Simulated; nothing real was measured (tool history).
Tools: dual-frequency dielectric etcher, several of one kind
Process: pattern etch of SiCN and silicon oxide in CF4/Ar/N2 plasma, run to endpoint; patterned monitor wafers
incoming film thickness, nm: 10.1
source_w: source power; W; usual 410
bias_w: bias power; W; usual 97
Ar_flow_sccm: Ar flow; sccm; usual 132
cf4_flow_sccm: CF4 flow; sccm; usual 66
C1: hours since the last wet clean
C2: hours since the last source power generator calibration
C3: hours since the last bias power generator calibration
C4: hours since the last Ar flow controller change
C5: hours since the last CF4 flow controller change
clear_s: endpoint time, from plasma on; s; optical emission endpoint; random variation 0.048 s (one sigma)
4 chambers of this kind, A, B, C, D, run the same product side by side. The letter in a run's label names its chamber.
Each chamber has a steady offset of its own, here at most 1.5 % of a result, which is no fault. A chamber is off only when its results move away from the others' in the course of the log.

Run 1A, day 0.129: usual settings; C1 489.2; C2 3904.2; C3 1375.2; C4 1223.4; C5 632.9. Result: clear_s 12.091 s.
Run 2B, day 0.296: usual settings; C1 244.4; C2 2037.7; C3 1558.3; C4 43.3; C5 5137.7. Result: clear_s 12.035 s.
At day 0.304: chamber D: wet clean of the chamber.
Run 3D, day 0.417: usual settings; C1 2.7; C2 696.3; C3 1415.5; C4 671.1; C5 573.1. Result: clear_s 11.943 s.
Run 4C, day 0.512: usual settings; C1 123.9; C2 293.3; C3 2970.5; C4 2282.3; C5 2089.8. Result: clear_s 12.298 s.
Run 5B, day 0.646: usual settings; C1 252.8; C2 2046.1; C3 1566.7; C4 51.7; C5 5146.1. Result: clear_s 12.128 s.
Run 6A, day 0.738: usual settings; C1 503.8; C2 3918.8; C3 1389.8; C4 1238.0; C5 647.5. Result: clear_s 12.271 s.
Run 7C, day 0.879: usual settings; C1 132.7; C2 302.1; C3 2979.3; C4 2291.1; C5 2098.6. Result: clear_s 12.253 s.
Run 8D, day 1.058: usual settings but source_w 440 W; C1 18.1; C2 711.7; C3 1430.9; C4 686.5; C5 588.5. Result: clear_s 11.299 s.
Run 9B, day 1.154: usual settings but source_w 440 W; C1 265.0; C2 2058.3; C3 1578.9; C4 63.9; C5 5158.3. Result: clear_s 11.287 s.
Run 10A, day 1.329: usual settings but source_w 440 W; C1 518.0; C2 3933.0; C3 1404.0; C4 1252.2; C5 661.7. Result: clear_s 11.498 s.
Run 11C, day 1.496: usual settings but source_w 440 W; C1 147.5; C2 316.9; C3 2994.1; C4 2305.9; C5 2113.4. Result: clear_s 11.539 s.
Run 12D, day 1.579: usual settings; C1 30.6; C2 724.2; C3 1443.4; C4 699.0; C5 601.0. Result: clear_s 12.038 s.
Run 13B, day 1.704: usual settings; C1 278.2; C2 2071.5; C3 1592.1; C4 77.1; C5 5171.5. Result: clear_s 12.127 s.
Run 14D, day 1.871: usual settings; C1 37.6; C2 731.2; C3 1450.4; C4 706.0; C5 608.0. Result: clear_s 12.039 s.
Run 15A, day 2.025: usual settings; C1 534.7; C2 3949.7; C3 1420.7; C4 1268.9; C5 678.4. Result: clear_s 12.162 s.
Run 16C, day 2.112: usual settings but Ar_flow_sccm 103 sccm, cf4_flow_sccm 74 sccm; C1 162.3; C2 331.7; C3 3008.9; C4 2320.7; C5 2128.2. Result: clear_s 11.608 s.
Run 17C, day 2.283: usual settings but Ar_flow_sccm 103 sccm, cf4_flow_sccm 74 sccm; C1 166.4; C2 335.8; C3 3013.0; C4 2324.8; C5 2132.3. Result: clear_s 11.534 s.
Run 18B, day 2.396: usual settings but Ar_flow_sccm 103 sccm, cf4_flow_sccm 74 sccm; C1 294.8; C2 2088.1; C3 1608.7; C4 93.7; C5 5188.1. Result: clear_s 11.650 s.
Run 19A, day 2.479: usual settings but Ar_flow_sccm 103 sccm, cf4_flow_sccm 74 sccm; C1 545.6; C2 3960.6; C3 1431.6; C4 1279.8; C5 689.3. Result: clear_s 11.527 s.
Run 20D, day 2.571: usual settings but cf4_flow_sccm 80 sccm; C1 54.4; C2 748.0; C3 1467.2; C4 722.8; C5 624.8. Result: clear_s 11.674 s.
Run 21C, day 2.717: usual settings but cf4_flow_sccm 80 sccm; C1 176.8; C2 346.2; C3 3023.4; C4 2335.2; C5 2142.7. Result: clear_s 11.838 s.
Run 22A, day 2.892: usual settings but cf4_flow_sccm 80 sccm; C1 555.5; C2 3970.5; C3 1441.5; C4 1289.7; C5 699.2. Result: clear_s 11.837 s.
Run 23D, day 3.017: usual settings but cf4_flow_sccm 80 sccm; C1 65.1; C2 758.7; C3 1477.9; C4 733.5; C5 635.5. Result: clear_s 11.673 s.
Run 24B, day 3.192: usual settings; C1 313.9; C2 2107.2; C3 1627.8; C4 112.8; C5 5207.2. Result: clear_s 12.437 s.
Run 25C, day 3.271: usual settings; C1 190.1; C2 359.5; C3 3036.7; C4 2348.5; C5 2156.0. Result: clear_s 12.192 s.
Run 26B, day 3.421: usual settings; C1 319.4; C2 2112.7; C3 1633.3; C4 118.3; C5 5212.7. Result: clear_s 12.556 s.
Run 27D, day 3.517: usual settings; C1 77.1; C2 770.7; C3 1489.9; C4 745.5; C5 647.5. Result: clear_s 12.051 s.

Is one chamber off against the others, does the gauge drift, or is nothing wrong? If a chamber is off, say which, and what the likeliest cause is.

Chamber B drifts away from the others.
Cause: etch rate under this chamber's usual, % = 3.68.
The log may not tell that from: source power that arrives under what is set, %.

Here are 4 candidates for chamber B's next run, each the usual settings with a change, their results left as question marks. Which one brings its results back in line with what the others give on the usual settings?
In line means no further than this from the other chambers' mean on the usual settings: clear_s 0.170 s
Run 28B-1, day 3.650: usual settings but source_w 430 W, bias_w 100 W, Ar_flow_sccm 131 sccm, cf4_flow_sccm 67 sccm. Result: clear_s ?.
Run 28B-2, day 3.650: usual settings but bias_w 89 W, cf4_flow_sccm 64 sccm. Result: clear_s ?.
Run 28B-3, day 3.650: usual settings but source_w 390 W, bias_w 94 W, Ar_flow_sccm 133 sccm. Result: clear_s ?.
Run 28B-4, day 3.650: usual settings but source_w 420 W, bias_w 99 W, Ar_flow_sccm 131 sccm. Result: clear_s ?.

The other chambers' mean on the usual settings: clear_s 12.124 s
  run  clear_s
28B-1   11.869
28B-2   13.032
28B-3   13.298
28B-4   12.189
28B-4 brings the chamber back in line.

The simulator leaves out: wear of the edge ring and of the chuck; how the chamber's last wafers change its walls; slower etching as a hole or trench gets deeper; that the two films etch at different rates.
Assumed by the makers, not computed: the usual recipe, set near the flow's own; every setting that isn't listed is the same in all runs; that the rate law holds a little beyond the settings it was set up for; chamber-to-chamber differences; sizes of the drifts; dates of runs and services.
